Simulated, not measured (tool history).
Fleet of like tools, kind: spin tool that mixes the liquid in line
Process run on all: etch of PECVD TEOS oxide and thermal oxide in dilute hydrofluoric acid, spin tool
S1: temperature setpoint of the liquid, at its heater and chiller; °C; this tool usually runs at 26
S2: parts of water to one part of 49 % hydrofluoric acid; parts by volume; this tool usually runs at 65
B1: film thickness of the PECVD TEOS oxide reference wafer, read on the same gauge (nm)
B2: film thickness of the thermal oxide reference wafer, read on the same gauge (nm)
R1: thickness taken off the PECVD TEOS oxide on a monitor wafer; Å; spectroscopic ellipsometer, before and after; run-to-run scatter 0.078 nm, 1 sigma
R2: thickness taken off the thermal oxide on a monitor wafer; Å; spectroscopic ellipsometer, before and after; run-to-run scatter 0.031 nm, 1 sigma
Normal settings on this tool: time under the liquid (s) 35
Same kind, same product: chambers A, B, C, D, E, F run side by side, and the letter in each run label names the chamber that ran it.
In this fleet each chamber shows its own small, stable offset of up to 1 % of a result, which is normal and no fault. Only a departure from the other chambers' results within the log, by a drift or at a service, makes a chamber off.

Run 1D, hour 7.7: usual settings; B1 120.04; B2 119.95. Result: R1 132.61 Å, R2 27.831 Å.
Run 2B, hour 13.7: usual settings; B1 120; B2 120.03. Result: R1 131.45 Å, R2 28.165 Å.
Run 3E, hour 17.4: usual settings; B1 119.99; B2 120.01. Result: R1 134.38 Å, R2 28.207 Å.
Run 4F, hour 21.9: usual settings; B1 120.01; B2 119.96. Result: R1 132.97 Å, R2 27.964 Å.
Run 5C, hour 25.3: usual settings but S2 90 parts by volume, time under the liquid (s) 50; B1 120; B2 119.96. Result: R1 133.24 Å, R2 28.313 Å.
Run 6A, hour 30.8: usual settings but S2 90 parts by volume, time under the liquid (s) 50; B1 120; B2 120.06. Result: R1 133.15 Å, R2 27.7 Å.
Run 7E, hour 35.9: usual settings but S2 90 parts by volume, time under the liquid (s) 50; B1 119.95; B2 120.02. Result: R1 131.49 Å, R2 27.929 Å.
Run 8B, hour 41.9: usual settings but S2 90 parts by volume, time under the liquid (s) 50; B1 119.98; B2 120. Result: R1 131.88 Å, R2 27.901 Å.
Run 9F, hour 45.5: usual settings but S2 90 parts by volume, time under the liquid (s) 50; B1 120; B2 119.98. Result: R1 131.35 Å, R2 28.404 Å.
Run 10A, hour 53.1: usual settings but S2 90 parts by volume, time under the liquid (s) 50; B1 120.02; B2 119.97. Result: R1 132.88 Å, R2 28.152 Å.
Run 11D, hour 58.3: usual settings; B1 120.02; B2 120. Result: R1 131.02 Å, R2 28.346 Å.
Run 12C, hour 63.6: usual settings; B1 119.97; B2 119.94. Result: R1 131.95 Å, R2 28.231 Å.
Run 13E, hour 68.7: usual settings; B1 120.03; B2 120. Result: R1 132.41 Å, R2 27.903 Å.
Run 14C, hour 74.5: usual settings; B1 120.05; B2 119.99. Result: R1 132.47 Å, R2 27.893 Å.
Run 15D, hour 78.2: usual settings; B1 119.98; B2 120.02. Result: R1 133.36 Å, R2 27.731 Å.
Run 16B, hour 82.4: usual settings; B1 120.01; B2 119.98. Result: R1 132.24 Å, R2 28.287 Å.
Run 17F, hour 86.7: usual settings; B1 119.94; B2 120.02. Result: R1 132.66 Å, R2 27.816 Å.
Run 18A, hour 90.3: usual settings; B1 119.97; B2 119.96. Result: R1 132.56 Å, R2 27.501 Å.
Run 19C, hour 95.6: usual settings but S1 29.5 °C; B1 120; B2 120.03. Result: R1 152.03 Å, R2 32.294 Å.
Run 20A, hour 100.6: usual settings but S1 29.5 °C; B1 119.98; B2 120. Result: R1 151.19 Å, R2 32.347 Å.
Run 21E, hour 105.1: usual settings but S1 29.5 °C; B1 120; B2 120.01. Result: R1 154.38 Å, R2 32.396 Å.
Run 22D, hour 110.3: usual settings but S1 29.5 °C; B1 120.02; B2 119.99. Result: R1 151.99 Å, R2 32.416 Å.
Run 23B, hour 117.3: usual settings but S1 29.5 °C; B1 120; B2 119.97. Result: R1 151.41 Å, R2 32.473 Å.
Run 24F, hour 121.9: usual settings but S1 29.5 °C; B1 120; B2 120.01. Result: R1 151.85 Å, R2 32.146 Å.
Run 25D, hour 126.2: usual settings; B1 119.99; B2 120. Result: R1 132.67 Å, R2 27.601 Å.
Run 26A, hour 133.1: usual settings; B1 119.96; B2 120. Result: R1 134.1 Å, R2 27.98 Å.
Run 27F, hour 137.9: usual settings but time under the liquid (s) 45; B1 120; B2 120. Result: R1 170.15 Å, R2 36.475 Å.
Run 28C, hour 145.2: usual settings but time under the liquid (s) 45; B1 119.97; B2 120.05. Result: R1 170.03 Å, R2 35.254 Å.
Run 29B, hour 151.3: usual settings but time under the liquid (s) 45; B1 120; B2 120.03. Result: R1 168.17 Å, R2 36.251 Å.
Run 30E, hour 155: usual settings but time under the liquid (s) 45; B1 120.01; B2 119.97. Result: R1 170.65 Å, R2 35.392 Å.
Run 31D, hour 160.1: usual settings but time under the liquid (s) 45; B1 120.05; B2 120.04. Result: R1 169.71 Å, R2 36.729 Å.
Run 32C, hour 165.7: usual settings but time under the liquid (s) 45; B1 120; B2 119.99. Result: R1 170.24 Å, R2 36.027 Å.
Run 33E, hour 172.3: usual settings; B1 119.97; B2 120. Result: R1 132.37 Å, R2 28.035 Å.
Run 34F, hour 178.6: usual settings; B1 120.04; B2 119.95. Result: R1 131.36 Å, R2 28.653 Å.
Run 35B, hour 183.4: usual settings but S1 23 °C, time under the liquid (s) 25; B1 120.02; B2 120.06. Result: R1 83.408 Å, R2 17.63 Å.
At hour 188.6: chamber E: hydrofluoric acid flow meter replaced.
Run 36A, hour 191.1: usual settings but S1 23 °C, time under the liquid (s) 25; B1 119.97; B2 120.01. Result: R1 83.39 Å, R2 17.455 Å.
Run 37A, hour 197.2: usual settings but S1 23 °C, time under the liquid (s) 25; B1 119.99; B2 120.01. Result: R1 82.218 Å, R2 17.672 Å.
Run 38F, hour 201.2: usual settings but S1 23 °C, time under the liquid (s) 25; B1 120.02; B2 119.99. Result: R1 83.187 Å, R2 18.045 Å.
Run 39C, hour 207.6: usual settings but S1 23 °C, time under the liquid (s) 25; B1 119.97; B2 120.03. Result: R1 82.893 Å, R2 17.866 Å.
Run 40B, hour 214.1: usual settings but S1 23 °C, time under the liquid (s) 25; B1 120.01; B2 119.99. Result: R1 82.904 Å, R2 17.838 Å.
Run 41D, hour 221.5: usual settings but time under the liquid (s) 45; B1 120; B2 120.02. Result: R1 171.42 Å, R2 35.869 Å.
Run 42E, hour 228.7: usual settings but time under the liquid (s) 45; B1 120.03; B2 120.03. Result: R1 170.67 Å, R2 35.512 Å.

Next, all 6 chambers run the settings below, one line each with question marks for the results. What does each chamber give?
Run 43A, hour 234.3: usual settings but time under the liquid (s) 15. Result: R1 ?, R2 ?.
Run 43B, hour 234.3: usual settings but time under the liquid (s) 15. Result: R1 ?, R2 ?.
Run 43C, hour 234.3: usual settings but time under the liquid (s) 15. Result: R1 ?, R2 ?.
Run 43D, hour 234.3: usual settings but time under the liquid (s) 15. Result: R1 ?, R2 ?.
Run 43E, hour 234.3: usual settings but time under the liquid (s) 15. Result: R1 ?, R2 ?.
Run 43F, hour 234.3: usual settings but time under the liquid (s) 15. Result: R1 ?, R2 ?.

run      R1      R2
43A  56.545  11.953
43B  56.935  12.165
43C  56.163  12.193
43D  56.235  12.163
43E  56.862  12.056
43F  57.027   12.21

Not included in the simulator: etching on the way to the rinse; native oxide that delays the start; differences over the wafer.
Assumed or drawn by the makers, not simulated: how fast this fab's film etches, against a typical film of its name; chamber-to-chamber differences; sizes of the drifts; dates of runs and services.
